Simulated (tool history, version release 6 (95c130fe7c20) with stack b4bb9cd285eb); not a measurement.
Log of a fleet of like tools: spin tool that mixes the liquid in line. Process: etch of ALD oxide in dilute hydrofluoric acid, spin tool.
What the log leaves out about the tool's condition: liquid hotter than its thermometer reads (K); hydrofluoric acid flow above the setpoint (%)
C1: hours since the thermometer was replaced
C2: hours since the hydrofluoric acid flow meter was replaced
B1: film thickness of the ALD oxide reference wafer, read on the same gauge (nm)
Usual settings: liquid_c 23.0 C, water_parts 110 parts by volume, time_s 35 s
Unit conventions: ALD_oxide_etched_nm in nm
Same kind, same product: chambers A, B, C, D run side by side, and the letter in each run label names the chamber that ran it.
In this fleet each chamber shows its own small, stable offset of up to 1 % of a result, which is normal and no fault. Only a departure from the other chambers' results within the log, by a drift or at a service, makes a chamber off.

{"run": "1C", "day": 0.242, "liquid_c": 23.0, "water_parts": 110, "time_s": 35, "C1": 704.0, "C2": 292.0, "B1": 150.02, "ALD_oxide_etched_nm": 9.64}
{"run": "2A", "day": 0.608, "liquid_c": 23.0, "water_parts": 110, "time_s": 35, "C1": 584.1, "C2": 1639.0, "B1": 150.0, "ALD_oxide_etched_nm": 9.6977}
{"run": "3B", "day": 0.921, "liquid_c": 23.0, "water_parts": 110, "time_s": 35, "C1": 680.2, "C2": 1421.2, "B1": 149.97, "ALD_oxide_etched_nm": 9.6402}
{"run": "4D", "day": 1.142, "liquid_c": 23.0, "water_parts": 110, "time_s": 35, "C1": 446.1, "C2": 876.7, "B1": 150.0, "ALD_oxide_etched_nm": 9.6714}
{"run": "5D", "day": 1.521, "liquid_c": 23.0, "water_parts": 110, "time_s": 35, "C1": 455.2, "C2": 885.8, "B1": 150.0, "ALD_oxide_etched_nm": 9.786}
{"run": "6A", "day": 1.854, "liquid_c": 23.0, "water_parts": 110, "time_s": 35, "C1": 614.0, "C2": 1668.9, "B1": 150.01, "ALD_oxide_etched_nm": 9.6202}
{"run": "7B", "day": 2.217, "liquid_c": 23.0, "water_parts": 110, "time_s": 35, "C1": 711.3, "C2": 1452.3, "B1": 149.99, "ALD_oxide_etched_nm": 9.503}
{"run": "8C", "day": 2.538, "liquid_c": 23.0, "water_parts": 130, "time_s": 35, "C1": 759.1, "C2": 347.1, "B1": 149.99, "ALD_oxide_etched_nm": 7.9426}
{"run": "9D", "day": 2.938, "liquid_c": 23.0, "water_parts": 130, "time_s": 35, "C1": 489.2, "C2": 919.8, "B1": 150.02, "ALD_oxide_etched_nm": 7.9899}
{"run": "10C", "day": 3.212, "liquid_c": 23.0, "water_parts": 130, "time_s": 35, "C1": 775.3, "C2": 363.3, "B1": 150.01, "ALD_oxide_etched_nm": 8.0583}
{"run": "11A", "day": 3.596, "liquid_c": 23.0, "water_parts": 130, "time_s": 35, "C1": 655.8, "C2": 1710.7, "B1": 150.0, "ALD_oxide_etched_nm": 7.9871}
{"run": "12B", "day": 3.792, "liquid_c": 23.0, "water_parts": 110, "time_s": 35, "C1": 749.1, "C2": 1490.1, "B1": 150.01, "ALD_oxide_etched_nm": 9.6937}
{"run": "13D", "day": 4.108, "liquid_c": 23.0, "water_parts": 110, "time_s": 35, "C1": 517.3, "C2": 947.9, "B1": 150.02, "ALD_oxide_etched_nm": 9.8663}
{"run": "14A", "day": 4.45, "liquid_c": 23.0, "water_parts": 110, "time_s": 35, "C1": 676.3, "C2": 1731.2, "B1": 150.01, "ALD_oxide_etched_nm": 9.7088}
{"run": "15B", "day": 4.779, "liquid_c": 23.0, "water_parts": 110, "time_s": 35, "C1": 772.8, "C2": 1513.8, "B1": 150.0, "ALD_oxide_etched_nm": 9.6849}
{"run": "16C", "day": 4.958, "liquid_c": 23.0, "water_parts": 110, "time_s": 35, "C1": 817.2, "C2": 405.2, "B1": 149.99, "ALD_oxide_etched_nm": 9.7099}
{"run": "17D", "day": 5.204, "liquid_c": 23.0, "water_parts": 110, "time_s": 35, "C1": 543.6, "C2": 974.2, "B1": 150.01, "ALD_oxide_etched_nm": 9.9268}
{"run": "18C", "day": 5.55, "liquid_c": 23.0, "water_parts": 110, "time_s": 35, "C1": 831.4, "C2": 419.4, "B1": 149.98, "ALD_oxide_etched_nm": 9.6486}
{"run": "19A", "day": 5.792, "liquid_c": 23.0, "water_parts": 110, "time_s": 35, "C1": 708.5, "C2": 1763.4, "B1": 150.01, "ALD_oxide_etched_nm": 9.6676}
{"run": "20B", "day": 6.046, "liquid_c": 23.0, "water_parts": 90, "time_s": 50, "C1": 803.2, "C2": 1544.2, "B1": 150.01, "ALD_oxide_etched_nm": 17.087}
{"run": "21B", "day": 6.258, "liquid_c": 23.0, "water_parts": 90, "time_s": 50, "C1": 808.3, "C2": 1549.3, "B1": 150.0, "ALD_oxide_etched_nm": 17.221}
{"run": "22D", "day": 6.596, "liquid_c": 23.0, "water_parts": 90, "time_s": 50, "C1": 577.0, "C2": 1007.6, "B1": 150.01, "ALD_oxide_etched_nm": 17.983}
{"run": "23C", "day": 6.788, "liquid_c": 23.0, "water_parts": 90, "time_s": 50, "C1": 861.1, "C2": 449.1, "B1": 150.02, "ALD_oxide_etched_nm": 17.288}
{"day": 6.896, "done": "chamber B: hydrofluoric acid flow meter replaced"}
{"run": "24A", "day": 6.971, "liquid_c": 23.0, "water_parts": 110, "time_s": 35, "C1": 736.8, "C2": 1791.7, "B1": 150.02, "ALD_oxide_etched_nm": 9.5453}
{"run": "25C", "day": 7.154, "liquid_c": 23.0, "water_parts": 110, "time_s": 35, "C1": 869.9, "C2": 457.9, "B1": 149.99, "ALD_oxide_etched_nm": 9.7026}
{"run": "26D", "day": 7.554, "liquid_c": 25.5, "water_parts": 95, "time_s": 35, "C1": 600.0, "C2": 1030.6, "B1": 150.01, "ALD_oxide_etched_nm": 13.26}
{"run": "27A", "day": 7.896, "liquid_c": 25.5, "water_parts": 95, "time_s": 35, "C1": 759.0, "C2": 1813.9, "B1": 149.95, "ALD_oxide_etched_nm": 12.563}
{"run": "28B", "day": 8.1, "liquid_c": 25.5, "water_parts": 95, "time_s": 35, "C1": 852.5, "C2": 29.0, "B1": 149.97, "ALD_oxide_etched_nm": 12.505}
{"run": "29A", "day": 8.379, "liquid_c": 25.5, "water_parts": 95, "time_s": 35, "C1": 770.6, "C2": 1825.5, "B1": 149.99, "ALD_oxide_etched_nm": 12.54}
{"run": "30C", "day": 8.612, "liquid_c": 23.0, "water_parts": 110, "time_s": 35, "C1": 904.9, "C2": 492.9, "B1": 150.05, "ALD_oxide_etched_nm": 9.743}
{"run": "31B", "day": 8.988, "liquid_c": 23.0, "water_parts": 110, "time_s": 35, "C1": 873.8, "C2": 50.3, "B1": 149.99, "ALD_oxide_etched_nm": 9.6088}
{"run": "32D", "day": 9.212, "liquid_c": 23.0, "water_parts": 110, "time_s": 35, "C1": 639.8, "C2": 1070.4, "B1": 150.0, "ALD_oxide_etched_nm": 10.373}
{"run": "33B", "day": 9.433, "liquid_c": 23.0, "water_parts": 110, "time_s": 35, "C1": 884.5, "C2": 61.0, "B1": 149.98, "ALD_oxide_etched_nm": 9.6169}
{"run": "34C", "day": 9.662, "liquid_c": 23.0, "water_parts": 110, "time_s": 35, "C1": 930.1, "C2": 518.1, "B1": 150.04, "ALD_oxide_etched_nm": 9.6461}

Next, all 4 chambers run the settings below, one line each with question marks for the results. What does each chamber give?
{"run": "35A", "day": 9.954, "liquid_c": 23.0, "water_parts": 155, "time_s": 35, "ALD_oxide_etched_nm": "?"}
{"run": "35B", "day": 9.954, "liquid_c": 23.0, "water_parts": 155, "time_s": 35, "ALD_oxide_etched_nm": "?"}
{"run": "35C", "day": 9.954, "liquid_c": 23.0, "water_parts": 155, "time_s": 35, "ALD_oxide_etched_nm": "?"}
{"run": "35D", "day": 9.954, "liquid_c": 23.0, "water_parts": 155, "time_s": 35, "ALD_oxide_etched_nm": "?"}

run=35A ALD_oxide_etched_nm=6.4004
run=35B ALD_oxide_etched_nm=6.4807
run=35C ALD_oxide_etched_nm=6.5185
run=35D ALD_oxide_etched_nm=6.9263

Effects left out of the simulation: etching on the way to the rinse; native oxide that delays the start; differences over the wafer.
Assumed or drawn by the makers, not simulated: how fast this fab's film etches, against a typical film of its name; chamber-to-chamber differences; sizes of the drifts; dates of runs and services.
